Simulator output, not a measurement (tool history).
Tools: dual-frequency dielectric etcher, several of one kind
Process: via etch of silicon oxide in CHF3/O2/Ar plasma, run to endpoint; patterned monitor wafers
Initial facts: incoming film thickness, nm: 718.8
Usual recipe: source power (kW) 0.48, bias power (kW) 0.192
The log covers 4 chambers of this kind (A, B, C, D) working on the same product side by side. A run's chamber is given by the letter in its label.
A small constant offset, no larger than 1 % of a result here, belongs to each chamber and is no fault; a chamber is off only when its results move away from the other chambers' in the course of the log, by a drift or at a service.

| run | day | source power (kW) | bias power (kW) | hours since the last wet clean | hours since the last source power generator calibration | hours since the last bias power generator calibration | endpoint time (s) |
|---|---|---|---|---|---|---|---|
| 1D | 0.129 | 0.48 | 0.192 | 329.4 | 1902.3 | 2939.3 | 391.06 |
| 2C | 0.258 | 0.48 | 0.192 | 412.9 | 1413 | 309 | 382.99 |
| 3A | 0.475 | 0.48 | 0.192 | 549.5 | 1356.8 | 1424 | 383.46 |
| 4B | 0.721 | 0.48 | 0.192 | 508.2 | 2519.3 | 1415.1 | 388.83 |
| 5B | 0.892 | 0.59 | 0.23 | 512.3 | 2523.4 | 1419.2 | 339.74 |
| 6C | 1.046 | 0.59 | 0.23 | 431.8 | 1431.9 | 327.9 | 336.67 |
|  | 1.096 | chamber A: wet clean of the chamber |
| 7D | 1.212 | 0.59 | 0.23 | 355.4 | 1928.3 | 2965.3 | 341.96 |
| 8A | 1.396 | 0.59 | 0.23 | 7.3 | 1378.9 | 1446.1 | 335.71 |
| 9B | 1.558 | 0.48 | 0.192 | 528.3 | 2539.4 | 1435.2 | 387.53 |
| 10A | 1.746 | 0.48 | 0.192 | 15.7 | 1387.3 | 1454.5 | 387.16 |
|  | 1.912 | chamber B: wet clean of the chamber |
| 11C | 1.942 | 0.48 | 0.192 | 453.3 | 1453.4 | 349.4 | 384.93 |
| 12D | 2.138 | 0.48 | 0.192 | 377.6 | 1950.5 | 2987.5 | 391.98 |
| 13C | 2.267 | 0.48 | 0.192 | 461.1 | 1461.2 | 357.2 | 386.74 |
| 14A | 2.492 | 0.4 | 0.192 | 33.6 | 1405.2 | 1472.4 | 419.06 |
| 15D | 2.721 | 0.4 | 0.192 | 391.6 | 1964.5 | 3001.5 | 419 |
| 16B | 2.95 | 0.4 | 0.192 | 25 | 2572.8 | 1468.6 | 419.58 |
| 17A | 3.133 | 0.4 | 0.192 | 49 | 1420.6 | 1487.8 | 412.56 |
| 18B | 3.275 | 0.48 | 0.192 | 32.8 | 2580.6 | 1476.4 | 389.05 |
| 19C | 3.5 | 0.48 | 0.192 | 490.7 | 1490.8 | 386.8 | 384.39 |
| 20D | 3.658 | 0.48 | 0.192 | 414.1 | 1987 | 3024 | 390.54 |
| 21C | 3.783 | 0.48 | 0.192 | 497.5 | 1497.6 | 393.6 | 384.53 |
| 22A | 3.967 | 0.48 | 0.192 | 69 | 1440.6 | 1507.8 | 388.5 |
| 23D | 4.104 | 0.48 | 0.192 | 424.8 | 1997.7 | 3034.7 | 388.74 |
| 24B | 4.329 | 0.48 | 0.192 | 58.1 | 2605.9 | 1501.7 | 386.73 |
| 25C | 4.442 | 0.39 | 0.173 | 513.3 | 1513.4 | 409.4 | 433.62 |
| 26D | 4.612 | 0.39 | 0.173 | 437 | 2009.9 | 3046.9 | 440.25 |
| 27B | 4.721 | 0.39 | 0.173 | 67.5 | 2615.3 | 1511.1 | 434.92 |
| 28A | 4.842 | 0.39 | 0.173 | 90 | 1461.6 | 1528.8 | 433.92 |

For the next run the whole fleet of 4 chambers uses the same settings. Give each chamber's results:
| 29A | 5.021 | 0.48 | 0.192 |  |  |  | ? |
| 29B | 5.021 | 0.48 | 0.192 |  |  |  | ? |
| 29C | 5.021 | 0.48 | 0.192 |  |  |  | ? |
| 29D | 5.021 | 0.48 | 0.192 |  |  |  | ? |

| run | endpoint time (s) |
|---|---|
| 29A | 387.99 |
| 29B | 389.56 |
| 29C | 383.53 |
| 29D | 392.31 |

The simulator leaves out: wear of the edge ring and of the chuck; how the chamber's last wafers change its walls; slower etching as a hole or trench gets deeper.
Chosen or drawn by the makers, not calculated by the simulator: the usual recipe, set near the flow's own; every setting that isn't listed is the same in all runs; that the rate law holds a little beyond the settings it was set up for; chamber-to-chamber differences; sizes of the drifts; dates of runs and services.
